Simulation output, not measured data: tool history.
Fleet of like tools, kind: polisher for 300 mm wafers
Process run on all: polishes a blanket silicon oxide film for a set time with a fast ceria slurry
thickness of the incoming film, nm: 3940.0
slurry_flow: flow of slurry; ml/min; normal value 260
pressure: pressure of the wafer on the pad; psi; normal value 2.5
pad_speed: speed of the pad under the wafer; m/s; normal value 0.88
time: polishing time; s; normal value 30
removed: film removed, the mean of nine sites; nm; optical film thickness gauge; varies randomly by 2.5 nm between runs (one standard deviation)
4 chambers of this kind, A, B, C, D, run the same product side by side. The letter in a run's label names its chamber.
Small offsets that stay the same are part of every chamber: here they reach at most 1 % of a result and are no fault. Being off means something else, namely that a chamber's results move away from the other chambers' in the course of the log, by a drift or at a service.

run	hour	slurry_flow	pressure	pad_speed	time	removed
1B	4.8	260	2.5	0.88	30	330.15
# hour 5.3: chamber C: worn pad replaced by a new one
2C	7.9	260	2.5	0.88	30	333.88
# hour 9.0: chamber A: worn pad replaced by a new one
3A	10.9	260	2.5	0.88	30	330.56
4D	14.8	260	2.5	0.88	30	329.06
5A	18.9	260	2.5	0.88	30	330.73
6C	22.3	260	2.5	0.88	30	325.74
7B	27.2	260	2.5	0.88	30	331.10
8D	31.1	260	2.5	0.88	30	330.36
9C	33.8	260	2.5	0.88	30	332.13
10D	38.9	260	2.5	0.88	30	334.83
11A	43.2	260	2.5	0.88	30	332.21
# hour 43.4: chamber D: worn pad replaced by a new one
12B	47.8	260	2.5	0.88	30	319.12
13B	50.8	260	2.5	0.88	30	318.12
14C	53.8	260	2.5	0.88	30	328.25
15D	58.8	305	2.5	0.88	30	332.36
16A	61.8	305	2.5	0.88	30	336.11
# hour 63.2: chamber C: worn pad replaced by a new one
17C	67.8	305	2.5	0.88	30	334.72
# hour 70.0: chamber A: worn pad replaced by a new one
18D	73.0	305	2.5	0.88	30	334.20
19B	78.9	260	2.5	1.14	30	406.42
20A	83.3	260	2.5	1.14	30	430.16
21C	88.5	260	2.5	1.14	30	426.75
22D	93.5	260	2.5	1.14	30	426.64
23B	97.3	260	1.9	1.12	30	300.36
24A	101.6	260	1.9	1.12	30	320.55
25A	105.6	260	1.9	1.12	30	322.80

Does one chamber stand apart from the rest, does the shared gauge drift, or is all well apart from small per-chamber offsets? Give the chamber and the most likely cause, where there is one.

It is chamber B that slowly wanders off from its peers.
Likeliest cause: removal rate lost through wear of the pad, % = 9.7.
The log might look much the same if the cause were instead: head's pressure below its setpoint, %.

Below are 4 candidate recipes for chamber B's next run, each the usual settings with a change, their results shown as question marks. Which of them brings B's results back in line with what the other chambers give on the usual settings?
A result is in line if it is within this distance of the other chambers' mean on the usual settings: removed 8.60 nm
26B-1	110.0	260	2.4	0.84	30	?
26B-2	110.0	260	2.6	0.88	30	?
26B-3	110.0	260	2.6	0.90	31	?
26B-4	110.0	260	2.5	0.86	29	?

Average result of the remaining chambers running the usual settings: removed 330.45 nm
run	removed
26B-1	275.04
26B-2	311.99
26B-3	329.83
26B-4	283.47
The right change is 26B-3: it brings the chamber back within the allowed miss of the others.

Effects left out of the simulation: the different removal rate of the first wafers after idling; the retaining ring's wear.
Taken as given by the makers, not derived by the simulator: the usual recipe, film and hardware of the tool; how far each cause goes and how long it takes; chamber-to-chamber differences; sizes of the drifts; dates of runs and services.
